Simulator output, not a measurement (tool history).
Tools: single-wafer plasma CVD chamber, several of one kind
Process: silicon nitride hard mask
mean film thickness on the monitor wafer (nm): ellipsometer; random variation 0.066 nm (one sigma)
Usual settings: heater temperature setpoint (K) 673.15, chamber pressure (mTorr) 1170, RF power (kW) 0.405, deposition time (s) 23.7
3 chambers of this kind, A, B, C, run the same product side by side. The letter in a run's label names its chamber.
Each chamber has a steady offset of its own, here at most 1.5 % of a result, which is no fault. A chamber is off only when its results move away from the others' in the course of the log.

run   hour  heater temperature setpoint (K)  chamber pressure (mTorr)  RF power (kW)  deposition time (s)  hours since the last thermocouple change  hours since the last RF generator calibration  hours since the last manometer calibration  read-back reference wafer on the same gauge, thickness_nm  mean film thickness on the monitor wafer (nm)
 1B    4.7                           673.15                      1170          0.405                 23.7                                     838.8                                         1161.1                                        95.9                                                     28.696                                         29.588
 2A   12.4                           673.15                      1170          0.405                 23.7                                     895.3                                         1656.3                                       252.2                                                     28.703                                         30.022
 3C   16.7                           673.15                      1170          0.405                 23.7                                        40                                          425.4                                      1745.7                                                     28.696                                         29.997
 4C   21.1                           673.15                      1170          0.405                 23.7                                      44.4                                          429.8                                      1750.1                                                     28.702                                          30.08
 5A   27.7                           673.15                      1170          0.405                 23.7                                     910.6                                         1671.6                                       267.5                                                     28.694                                         30.091
 6B   33.8                           673.15                      1170          0.405                 23.7                                     867.9                                         1190.2                                         125                                                     28.707                                         29.559
 7B   39.7                           673.15                      1170          0.405                 23.7                                     873.8                                         1196.1                                       130.9                                                     28.706                                         29.501
 8C   46.1                           673.15                      1170          0.405                 23.7                                      69.4                                          454.8                                      1775.1                                                     28.685                                         30.118
 9A   50.4                           673.15                      1170          0.405                 23.7                                     933.3                                         1694.3                                       290.2                                                     28.695                                         29.952
10B   57.7                           673.15                      1170          0.405                 23.7                                     891.8                                         1214.1                                       148.9                                                     28.702                                         29.558
11C   64.2                           673.15                      1430           0.47                 23.7                                      87.5                                          472.9                                      1793.2                                                     28.694                                         34.815
12A     68                           673.15                      1430           0.47                 23.7                                     950.9                                         1711.9                                       307.8                                                     28.721                                         34.897
      72.6  -- chamber C: capacitance manometer re-zeroed and calibrated
13B   73.6                           673.15                      1430           0.47                 23.7                                     907.7                                           1230                                       164.8                                                     28.697                                         34.453
14A   80.3                           673.15                      1400          0.435                 23.7                                     963.2                                         1724.2                                       320.1                                                     28.704                                         32.951
15C   86.6                           673.15                      1400          0.435                 23.7                                     109.9                                          495.3                                          14                                                     28.708                                          32.45
16C   91.5                           673.15                      1400          0.435                 23.7                                     114.8                                          500.2                                        18.9                                                       28.7                                           32.5
17A   98.4                           673.15                      1170          0.405                 23.7                                     981.3                                         1742.3                                       338.2                                                     28.693                                         29.991
18B  105.1                           687.15                      1170          0.405                 23.7                                     939.2                                         1261.5                                       196.3                                                     28.694                                         29.412
19B  112.5                           687.15                      1170          0.405                 23.7                                     946.6                                         1268.9                                       203.7                                                     28.703                                         29.337
20A  120.1                           687.15                      1170          0.405                 23.7                                      1003                                           1764                                       359.9                                                     28.701                                         29.807
21C  123.8                           673.15                      1170          0.405                 23.7                                     147.1                                          532.5                                        51.2                                                     28.701                                         29.443
22A  128.6                           673.15                      1170          0.405                 23.7                                    1011.5                                         1772.5                                       368.4                                                     28.705                                         30.048

Is one chamber off against the others, does the gauge drift, or is nothing wrong? If a chamber is off, say which, and what the likeliest cause is.

A service left chamber C off against the others.
Cause: true pressure below the setpoint (%) = 6.5.

Here are 4 candidates for chamber C's next run, each the usual settings with a change, their results left as question marks. Which one brings its results back in line with what the others give on the usual settings?
In line means no further than this from the other chambers' mean on the usual settings: mean film thickness on the monitor wafer (nm) 0.24
23C-1  134.1                           673.15                      1170            0.4                 23.2                                                                                                                                                                                                                                              ?
23C-2  134.1                           673.15                      1180           0.41                 24.1                                                                                                                                                                                                                                              ?
23C-3  134.1                           673.15                      1170          0.405                   24                                                                                                                                                                                                                                              ?
23C-4  134.1                           673.15                      1170          0.405                 23.4                                                                                                                                                                                                                                              ?

The other chambers' mean on the usual settings: mean film thickness on the monitor wafer (nm) 29.786
  run  mean film thickness on the monitor wafer (nm)
23C-1                                         28.544
23C-2                                         30.162
23C-3                                          29.74
23C-4                                         28.998
23C-3 brings the chamber back in line.

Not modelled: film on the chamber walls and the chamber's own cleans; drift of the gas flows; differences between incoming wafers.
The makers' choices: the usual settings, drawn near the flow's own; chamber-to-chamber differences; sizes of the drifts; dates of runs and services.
